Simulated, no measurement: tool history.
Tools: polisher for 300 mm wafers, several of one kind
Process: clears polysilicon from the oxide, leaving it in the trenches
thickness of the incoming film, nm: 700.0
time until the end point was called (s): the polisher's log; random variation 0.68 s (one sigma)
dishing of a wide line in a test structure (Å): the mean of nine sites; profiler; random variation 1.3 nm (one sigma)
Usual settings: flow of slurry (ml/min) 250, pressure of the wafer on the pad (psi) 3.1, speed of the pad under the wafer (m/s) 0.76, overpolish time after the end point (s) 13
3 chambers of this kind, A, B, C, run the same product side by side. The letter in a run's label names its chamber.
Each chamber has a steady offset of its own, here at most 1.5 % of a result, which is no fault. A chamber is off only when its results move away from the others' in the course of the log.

run   hour  flow of slurry (ml/min)  pressure of the wafer on the pad (psi)  speed of the pad under the wafer (m/s)  overpolish time after the end point (s)  wafers polished on this pad  hours since the slurry nozzle was cleaned  hours since the head pressure was calibrated  time until the end point was called (s)  dishing of a wide line in a test structure (Å)
 1A    4.4                      250                                     3.1                                    0.76                                       13                          362                                      156.1                                         947.7                                   68.486                                          574.15
 2B    7.3                      250                                     3.1                                    0.76                                       13                          330                                        406                                        1055.8                                   68.705                                          552.89
 3C   11.3                      250                                     3.1                                    0.76                                       13                          981                                        363                                         274.5                                    68.31                                          541.48
 4C   15.2                      250                                     3.1                                    0.76                                       13                         1039                                      366.9                                         278.4                                   66.833                                          561.89
 5B   19.5                      250                                     3.1                                    0.76                                       13                          511                                      418.2                                          1068                                   68.818                                          548.96
 6A   24.1                      250                                     3.1                                    0.76                                       13                          655                                      175.8                                         967.4                                   68.562                                          563.12
      26.2  -- chamber C: worn pad replaced by a new one
 7A   28.5                      250                                     3.1                                    0.76                                       13                          720                                      180.2                                         971.8                                    67.65                                          546.83
      31.3  -- chamber A: worn pad replaced by a new one
 8C   33.5                      250                                     3.1                                    0.76                                       13                          108                                      385.2                                         296.7                                   66.313                                          561.96
 9B   36.5                      250                                     3.1                                    0.76                                       13                          764                                      435.2                                          1085                                   67.513                                          535.85
10B   42.2                      335                                     3.1                                     0.9                                       13                          849                                      440.9                                        1090.7                                   55.157                                          596.02
11A   48.4                      335                                     3.1                                     0.9                                       13                          255                                      200.1                                         991.7                                   56.307                                          604.86
12C   51.7                      335                                     3.1                                     0.9                                       13                          379                                      403.4                                         314.9                                   56.277                                          597.35
13A   56.2                      250                                     3.1                                    0.56                                       18                          371                                      207.9                                         999.5                                   92.222                                          535.13
14C     59                      250                                     3.1                                    0.56                                       18                          487                                      410.7                                         322.2                                   90.904                                          561.61
15B   61.9                      250                                     3.1                                    0.56                                       18                         1142                                      460.6                                        1110.4                                   91.556                                          580.12
16B   68.2                      250                                     3.1                                    0.76                                       13                         1235                                      466.9                                        1116.7                                   68.618                                          562.74
17A   72.3                      250                                     3.1                                    0.76                                       13                          610                                        224                                        1015.6                                   68.851                                          559.67
18C   75.5                      250                                     3.1                                    0.76                                       13                          733                                      427.2                                         338.7                                   68.662                                           554.3
      75.7  -- chamber A: worn pad replaced by a new one
19A   81.7                      250                                     3.1                                    0.76                                       13                           90                                      233.4                                          1025                                   68.275                                          579.43
20B   87.3                      250                                     3.1                                    0.76                                       13                         1519                                        486                                        1135.8                                   68.922                                          571.94
21C   93.4                      250                                     3.1                                    0.76                                       13                          999                                      445.1                                         356.6                                   66.454                                          557.35
22B   99.3                      305                                     3.1                                    0.76                                       13                         1698                                        498                                        1147.8                                   68.832                                          550.45
23C  102.9                      305                                     3.1                                    0.76                                       13                         1140                                      454.6                                         366.1                                   66.014                                          555.35
24A  108.2                      305                                     3.1                                    0.76                                       13                          484                                      259.9                                        1051.5                                   66.731                                           575.8
25A  112.6                      250                                     3.1                                    0.76                                        9                          550                                      264.3                                        1055.9                                   68.057                                          478.83
26C  117.7                      250                                     3.1                                    0.76                                        9                         1360                                      469.4                                         380.9                                   67.059                                          490.16
     121.4  -- chamber A: worn pad replaced by a new one
27B  121.4                      250                                     3.1                                    0.76                                        9                         2026                                      520.1                                        1169.9                                   71.195                                          471.33
     122.8  -- chamber A: slurry nozzle cleaned
     124.5  -- chamber C: worn pad replaced by a new one
28A  127.1                      250                                     3.1                                    0.76                                       13                           84                                        4.4                                        1070.4                                   68.485                                          569.21
29C  133.3                      250                                     3.1                                    0.76                                       13                          131                                        485                                         396.5                                   67.238                                          561.85
     136.8  -- chamber B: slurry nozzle cleaned
30B  139.6                      250                                     3.1                                    0.76                                       13                         2297                                        2.9                                        1188.1                                   72.575                                          547.65
31B  143.2                      250                                     3.1                                    0.76                                       13                         2351                                        6.5                                        1191.7                                   73.041                                          581.16
32A  146.3                      250                                     3.1                                    0.76                                       13                          370                                       23.6                                        1089.6                                   68.368                                          581.92
33C  151.3                      250                                     3.1                                    0.76                                       13                          399                                        503                                         414.5                                    67.99                                          574.42
34A  154.2                      315                                     3.1                                    0.52                                       13                          487                                       31.5                                        1097.5                                   96.588                                          497.79
35B  157.4                      315                                     3.1                                    0.52                                       13                         2562                                       20.7                                        1205.9                                   106.41                                          492.18
36C  161.3                      315                                     3.1                                    0.52                                       13                          548                                        513                                         424.5                                   97.216                                          502.12
     164.2  -- chamber C: slurry nozzle cleaned
37A  164.4                      250                                     3.1                                    0.76                                       13                          639                                       41.7                                        1107.7                                   68.095                                          561.46
38B  167.4                      250                                     3.1                                    0.76                                       13                         2710                                       30.7                                        1215.9                                   75.601                                          545.24
     173.2  -- chamber A: worn pad replaced by a new one
39C  173.5                      250                                     3.1                                    0.76                                       13                          729                                        9.4                                         436.7                                   68.672                                          553.92
40B  176.4                      250                                     3.1                                    0.76                                       13                         2844                                       39.7                                        1224.9                                    75.34                                          536.36
41A  182.2                      250                                     3.1                                    0.76                                       13                          133                                       59.5                                        1125.5                                   67.242                                          591.38
42C  187.8                      250                                     3.1                                    0.76                                       13                          942                                       23.7                                           451                                   66.936                                          547.05

Next, every chamber runs the same settings. What will each give?
43A  192.5                      180                                     3.1                                    0.76                                       13                                                                                                                                                              ?                                               ?
43B  192.5                      180                                     3.1                                    0.76                                       13                                                                                                                                                              ?                                               ?
43C  192.5                      180                                     3.1                                    0.76                                       13                                                                                                                                                              ?                                               ?

run  time until the end point was called (s)  dishing of a wide line in a test structure (Å)
43A                                   71.324                                          532.41
43B                                   80.565                                          541.58
43C                                   70.041                                          560.91

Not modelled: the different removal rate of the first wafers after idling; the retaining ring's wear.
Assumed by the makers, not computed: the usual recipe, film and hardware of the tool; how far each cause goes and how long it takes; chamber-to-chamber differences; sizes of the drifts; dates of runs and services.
